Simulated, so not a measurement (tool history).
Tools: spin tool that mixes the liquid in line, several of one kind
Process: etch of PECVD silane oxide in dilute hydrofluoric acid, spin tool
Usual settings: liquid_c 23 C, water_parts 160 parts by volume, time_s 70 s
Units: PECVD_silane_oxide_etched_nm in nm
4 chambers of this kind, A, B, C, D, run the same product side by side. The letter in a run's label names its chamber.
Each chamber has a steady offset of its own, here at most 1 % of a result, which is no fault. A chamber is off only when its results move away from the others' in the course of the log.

run   hour  liquid_c  water_parts  time_s  hours since the thermometer was replaced  hours since the hydrofluoric acid flow meter was replaced  read-back film thickness of the PECVD silane oxide reference wafer, read on the same gauge (nm)  PECVD_silane_oxide_etched_nm
 1B    7.3        23          160      70                                     239.4                                                     1139.7                                                                                           100.03                        6.4375
 2A     12        23          160      70                                    2069.2                                                     1311.7                                                                                           100.01                        6.4658
 3C   20.2        23          160      70                                      57.7                                                      662.7                                                                                           100.01                        6.3355
 4D   27.8        23          160      70                                       431                                                     1045.6                                                                                           99.994                        6.4633
 5A   35.8      20.5          160      70                                      2093                                                     1335.5                                                                                           99.991                        5.8872
 6C   40.7      20.5          160      70                                      78.2                                                      683.2                                                                                              100                        5.8931
      47.3  -- chamber C: hydrofluoric acid flow meter replaced
 7B   48.6      20.5          160      70                                     280.7                                                       1181                                                                                           99.992                        5.7344
 8D   56.9      20.5          160      70                                     460.1                                                     1074.7                                                                                              100                        5.9067
 9B     66      18.5          160      70                                     298.1                                                     1198.4                                                                                           100.01                        5.3501
10A   71.9      18.5          160      70                                    2129.1                                                     1371.6                                                                                              100                        5.3679
11C     80      18.5          160      70                                     117.5                                                       32.8                                                                                           100.01                        5.3679
12D     84      18.5          160      70                                     487.2                                                     1101.8                                                                                           99.999                        5.4967
13A   90.8        23          160      70                                      2148                                                     1390.5                                                                                           99.989                        6.4746
14C   98.6        23          160      70                                     136.1                                                       51.4                                                                                           100.01                        6.3973
15D  105.4        23          160      70                                     508.6                                                     1123.2                                                                                           99.986                        6.3995
16B  113.9      25.5          160      70                                       346                                                     1246.3                                                                                              100                        7.6102
17B  118.4      25.5          160      70                                     350.5                                                     1250.8                                                                                           99.986                         7.561
18D  123.6      25.5          160      70                                     526.8                                                     1141.4                                                                                           100.01                        7.0916
19C  129.5      25.5          160      70                                       167                                                       82.3                                                                                              100                        6.9891
20A  134.8        23          160     100                                      2192                                                     1434.5                                                                                           100.01                        9.1749
21B  141.5        23          160     100                                     373.6                                                     1273.9                                                                                           99.978                        9.9761
22D    147        23          160     100                                     550.2                                                     1164.8                                                                                           100.01                        9.2757
23A  151.7        23          160     100                                    2208.9                                                     1451.4                                                                                           99.999                        9.2892
24C  158.4        23          160      70                                     195.9                                                      111.2                                                                                           100.01                        6.3658

Next, every chamber runs the same settings. What will each give?
25A   165        23          160      70                                                                                                                                                                                                                                   ?
25B   165        23          160      70                                                                                                                                                                                                                                   ?
25C   165        23          160      70                                                                                                                                                                                                                                   ?
25D   165        23          160      70                                                                                                                                                                                                                                   ?

run  PECVD_silane_oxide_etched_nm
25A                        6.2932
25B                         7.165
25C                        6.2901
25D                        6.5842

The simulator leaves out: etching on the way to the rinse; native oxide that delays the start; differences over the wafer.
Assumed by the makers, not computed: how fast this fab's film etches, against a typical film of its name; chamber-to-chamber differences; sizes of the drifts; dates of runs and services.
